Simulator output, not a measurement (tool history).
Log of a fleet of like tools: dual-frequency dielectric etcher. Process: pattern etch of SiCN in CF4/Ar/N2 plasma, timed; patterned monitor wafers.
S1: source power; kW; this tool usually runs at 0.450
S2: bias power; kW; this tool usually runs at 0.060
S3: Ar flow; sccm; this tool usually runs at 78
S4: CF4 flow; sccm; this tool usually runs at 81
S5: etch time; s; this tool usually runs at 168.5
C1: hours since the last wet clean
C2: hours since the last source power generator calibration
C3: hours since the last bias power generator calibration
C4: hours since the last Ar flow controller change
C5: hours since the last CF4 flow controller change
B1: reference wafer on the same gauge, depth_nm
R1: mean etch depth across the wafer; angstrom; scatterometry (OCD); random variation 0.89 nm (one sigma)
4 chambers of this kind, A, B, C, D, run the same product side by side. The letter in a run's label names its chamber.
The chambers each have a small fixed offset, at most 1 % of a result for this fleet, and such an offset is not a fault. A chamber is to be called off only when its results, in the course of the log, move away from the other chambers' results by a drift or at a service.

run	hour	S1	S2	S3	S4	S5	C1	C2	C3	C4	C5	B1	R1
1B	4.5	0.450	0.060	78	81	168.5	318.8	3263.5	1870.0	4029.3	4379.6	171.89	1446.1
# hour 5.7: chamber B: wet clean of the chamber
2C	7.7	0.450	0.060	78	81	168.5	282.1	430.1	1130.3	2829.4	1057.6	172.10	1457.3
3D	10.1	0.450	0.060	78	81	168.5	94.6	166.5	1282.6	4045.8	793.6	171.78	1449.3
4A	14.5	0.450	0.060	78	81	168.5	301.0	1537.3	3957.9	1754.8	348.6	171.99	1459.2
5C	17.5	0.450	0.060	78	81	168.5	291.9	439.9	1140.1	2839.2	1067.4	171.90	1466.8
6A	21.8	0.450	0.074	70	81	168.5	308.3	1544.6	3965.2	1762.1	355.9	172.03	1595.3
7B	25.5	0.450	0.074	70	81	168.5	19.9	3284.5	1891.0	4050.3	4400.6	172.01	1558.0
8D	29.1	0.450	0.074	70	81	168.5	113.6	185.5	1301.6	4064.8	812.6	172.10	1562.7
9C	33.1	0.450	0.074	70	81	168.5	307.5	455.5	1155.7	2854.8	1083.0	171.89	1563.7
10D	35.4	0.450	0.060	78	81	168.5	119.9	191.8	1307.9	4071.1	818.9	171.90	1457.9
11B	39.4	0.450	0.060	78	81	168.5	33.8	3298.4	1904.9	4064.2	4414.5	172.00	1419.2
12A	42.6	0.450	0.060	78	81	168.5	329.1	1565.4	3986.0	1782.9	376.7	171.94	1456.8
13C	47.1	0.450	0.060	78	81	168.5	321.5	469.5	1169.7	2868.8	1097.0	172.18	1461.3
14B	49.7	0.450	0.060	78	81	168.5	44.1	3308.7	1915.2	4074.5	4424.8	171.93	1416.9
15D	53.4	0.450	0.060	78	81	168.5	137.9	209.8	1325.9	4089.1	836.9	171.93	1423.1
16A	56.0	0.450	0.060	78	81	168.5	342.5	1578.8	3999.4	1796.3	390.1	172.09	1465.1
17A	58.4	0.450	0.060	78	81	168.5	344.9	1581.2	4001.8	1798.7	392.5	172.04	1455.1
18D	61.1	0.450	0.060	78	81	168.5	145.6	217.5	1333.6	4096.8	844.6	171.81	1434.8
# hour 62.0: chamber C: wet clean of the chamber
19C	63.4	0.450	0.060	78	81	168.5	1.5	485.8	1186.0	2885.1	1113.3	172.00	1443.1
20B	65.7	0.390	0.060	78	81	144.5	60.1	3324.7	1931.2	4090.5	4440.8	172.06	1062.5
21C	68.3	0.390	0.060	78	81	144.5	6.4	490.7	1190.9	2890.0	1118.2	171.81	1097.3
22B	70.8	0.390	0.060	78	81	144.5	65.2	3329.8	1936.3	4095.6	4445.9	171.90	1077.8
23A	74.0	0.390	0.060	78	81	144.5	360.5	1596.8	4017.4	1814.3	408.1	172.03	1102.7
24D	77.6	0.450	0.060	78	81	168.5	162.1	234.0	1350.1	4113.3	861.1	172.03	1442.4
25A	82.1	0.450	0.060	78	81	168.5	368.6	1604.9	4025.5	1822.4	416.2	172.22	1461.6
26B	85.0	0.450	0.060	78	81	168.5	79.4	3344.0	1950.5	4109.8	4460.1	171.95	1411.0
27D	89.5	0.450	0.060	78	81	168.5	174.0	245.9	1362.0	4125.2	873.0	171.94	1442.3
28C	94.0	0.450	0.060	78	81	168.5	32.1	516.4	1216.6	2915.7	1143.9	171.90	1442.8
29A	97.2	0.450	0.060	78	81	168.5	383.7	1620.0	4040.6	1837.5	431.3	172.01	1460.2
30C	99.3	0.450	0.060	78	81	168.5	37.4	521.7	1221.9	2921.0	1149.2	171.95	1446.4
31D	103.3	0.450	0.060	78	81	168.5	187.8	259.7	1375.8	4139.0	886.8	171.95	1450.1
32B	107.3	0.390	0.060	69	81	168.5	101.7	3366.3	1972.8	4132.1	4482.4	171.79	1256.8
33A	110.1	0.390	0.060	69	81	168.5	396.6	1632.9	4053.5	1850.4	444.2	172.02	1322.4
34B	113.3	0.390	0.060	69	81	168.5	107.7	3372.3	1978.8	4138.1	4488.4	172.08	1255.5
35C	117.0	0.390	0.060	69	81	168.5	55.1	539.4	1239.6	2938.7	1166.9	172.07	1301.7
36D	119.0	0.450	0.060	78	81	168.5	203.5	275.4	1391.5	4154.7	902.5	171.90	1440.7
37D	121.1	0.450	0.060	92	81	126.0	205.6	277.5	1393.6	4156.8	904.6	171.93	1053.8
38B	125.5	0.450	0.060	92	81	126.0	119.9	3384.5	1991.0	4150.3	4500.6	172.19	1020.7
39C	129.8	0.450	0.060	92	81	126.0	67.9	552.2	1252.4	2951.5	1179.7	172.00	1058.5

Read the log: is a single chamber off, either drifting away or since a service, is the gauge that measures every chamber drifting, or is nothing wrong beyond small per-chamber offsets? Name any odd chamber and what most likely caused it.

One chamber, B, drifts off from the rest bit by bit.
Likeliest cause: source power that arrives under what is set, % = 4.42.
From this log alone, it may not be told apart from: etch rate under this chamber's usual, %.

Which of the 4 candidates below, each the usual settings with something changed and its results left as question marks, puts chamber B back in line with what the other chambers give on the usual settings?
Counts as in line when no further than this from what the other chambers average on the usual settings: R1 31.0 angstrom
40B-1	133.0	0.460	0.060	78	81	173.5							?
40B-2	133.0	0.470	0.061	78	81	178.5							?
40B-3	133.0	0.450	0.060	79	81	152.5							?
40B-4	133.0	0.450	0.060	78	81	161.0							?

On the usual settings, the other chambers give on average: R1 1452.2 angstrom
run	R1
40B-1	1457.1
40B-2	1535.6
40B-3	1254.1
40B-4	1326.3
It is 40B-1 that realigns the chamber with its peers.
